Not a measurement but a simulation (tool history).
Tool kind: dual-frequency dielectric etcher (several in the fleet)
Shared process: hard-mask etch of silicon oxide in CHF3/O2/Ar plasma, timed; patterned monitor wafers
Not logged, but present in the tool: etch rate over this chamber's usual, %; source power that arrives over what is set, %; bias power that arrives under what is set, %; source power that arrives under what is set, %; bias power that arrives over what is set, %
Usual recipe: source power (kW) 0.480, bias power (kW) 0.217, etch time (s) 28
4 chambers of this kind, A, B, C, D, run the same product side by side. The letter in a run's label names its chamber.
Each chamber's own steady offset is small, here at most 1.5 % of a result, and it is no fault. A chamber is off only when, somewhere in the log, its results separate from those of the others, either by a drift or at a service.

| run | hour | source power (kW) | bias power (kW) | etch time (s) | hours since the last wet clean | hours since the last source power generator calibration | hours since the last bias power generator calibration | read-back reference wafer on the same gauge, depth_nm | mean etch depth across the wafer (nm) |
|---|---|---|---|---|---|---|---|---|---|
| 1B | 6.8 | 0.480 | 0.217 | 28 | 276.2 | 171.0 | 1192.8 | 61.217 | 54.572 |
| 2D | 13.6 | 0.480 | 0.217 | 28 | 327.1 | 2743.9 | 2476.1 | 61.173 | 54.415 |
| 3C | 17.4 | 0.480 | 0.217 | 28 | 101.5 | 213.2 | 2098.6 | 61.248 | 55.054 |
| 4A | 25.0 | 0.480 | 0.217 | 28 | 442.9 | 2459.0 | 2212.5 | 61.116 | 54.206 |
| 5D | 28.6 | 0.520 | 0.241 | 28 | 342.1 | 2758.9 | 2491.1 | 61.156 | 58.483 |
| 6C | 32.1 | 0.520 | 0.241 | 28 | 116.2 | 227.9 | 2113.3 | 61.174 | 58.498 |
| 7B | 38.7 | 0.520 | 0.241 | 28 | 308.1 | 202.9 | 1224.7 | 61.210 | 58.369 |
| 8A | 45.5 | 0.520 | 0.241 | 28 | 463.4 | 2479.5 | 2233.0 | 61.291 | 58.434 |
|  | 47.4 | chamber A: wet clean of the chamber |
| 9D | 53.2 | 0.480 | 0.217 | 28 | 366.7 | 2783.5 | 2515.7 | 61.206 | 54.159 |
| 10A | 57.8 | 0.480 | 0.217 | 28 | 10.5 | 2491.8 | 2245.3 | 61.234 | 54.583 |
| 11C | 61.2 | 0.480 | 0.217 | 28 | 145.3 | 257.0 | 2142.4 | 61.257 | 54.930 |
| 12B | 67.7 | 0.480 | 0.217 | 28 | 337.1 | 231.9 | 1253.7 | 61.195 | 54.215 |
| 13A | 74.6 | 0.480 | 0.217 | 28 | 27.3 | 2508.6 | 2262.1 | 61.245 | 54.134 |
|  | 76.8 | chamber B: wet clean of the chamber |
| 14B | 79.9 | 0.480 | 0.217 | 28 | 3.2 | 244.1 | 1265.9 | 61.158 | 54.670 |
| 15D | 84.1 | 0.480 | 0.217 | 28 | 397.6 | 2814.4 | 2546.6 | 61.219 | 54.862 |
| 16C | 88.2 | 0.480 | 0.217 | 28 | 172.3 | 284.0 | 2169.4 | 61.209 | 54.546 |
| 17C | 95.6 | 0.480 | 0.217 | 28 | 179.7 | 291.4 | 2176.8 | 61.228 | 54.406 |
| 18B | 102.9 | 0.480 | 0.217 | 28 | 26.2 | 267.1 | 1288.9 | 61.236 | 54.684 |
| 19D | 110.0 | 0.480 | 0.217 | 28 | 423.5 | 2840.3 | 2572.5 | 61.105 | 54.834 |
| 20A | 115.0 | 0.480 | 0.217 | 28 | 67.7 | 2549.0 | 2302.5 | 61.243 | 54.622 |
| 21D | 119.8 | 0.480 | 0.197 | 25 | 433.3 | 2850.1 | 2582.3 | 61.179 | 47.189 |
| 22B | 126.0 | 0.480 | 0.197 | 25 | 49.3 | 290.2 | 1312.0 | 61.234 | 47.102 |
| 23A | 131.7 | 0.480 | 0.197 | 25 | 84.4 | 2565.7 | 2319.2 | 61.161 | 47.133 |
| 24C | 138.1 | 0.480 | 0.197 | 25 | 222.2 | 333.9 | 2219.3 | 61.193 | 47.303 |
| 25C | 143.0 | 0.480 | 0.217 | 28 | 227.1 | 338.8 | 2224.2 | 61.251 | 55.349 |
| 26B | 150.1 | 0.480 | 0.217 | 28 | 73.4 | 314.3 | 1336.1 | 61.135 | 54.533 |
| 27D | 153.4 | 0.480 | 0.217 | 28 | 466.9 | 2883.7 | 2615.9 | 61.110 | 53.936 |
| 28A | 159.2 | 0.480 | 0.217 | 28 | 111.9 | 2593.2 | 2346.7 | 61.180 | 54.429 |

Which is it: a chamber that has drifted or been left off by a service, a gauge drift common to all chambers, or only each chamber's usual small offset? If a chamber is off, name it and its likeliest cause.

The fleet is healthy, with each chamber sitting at its usual small offset and no drift in the gauge.
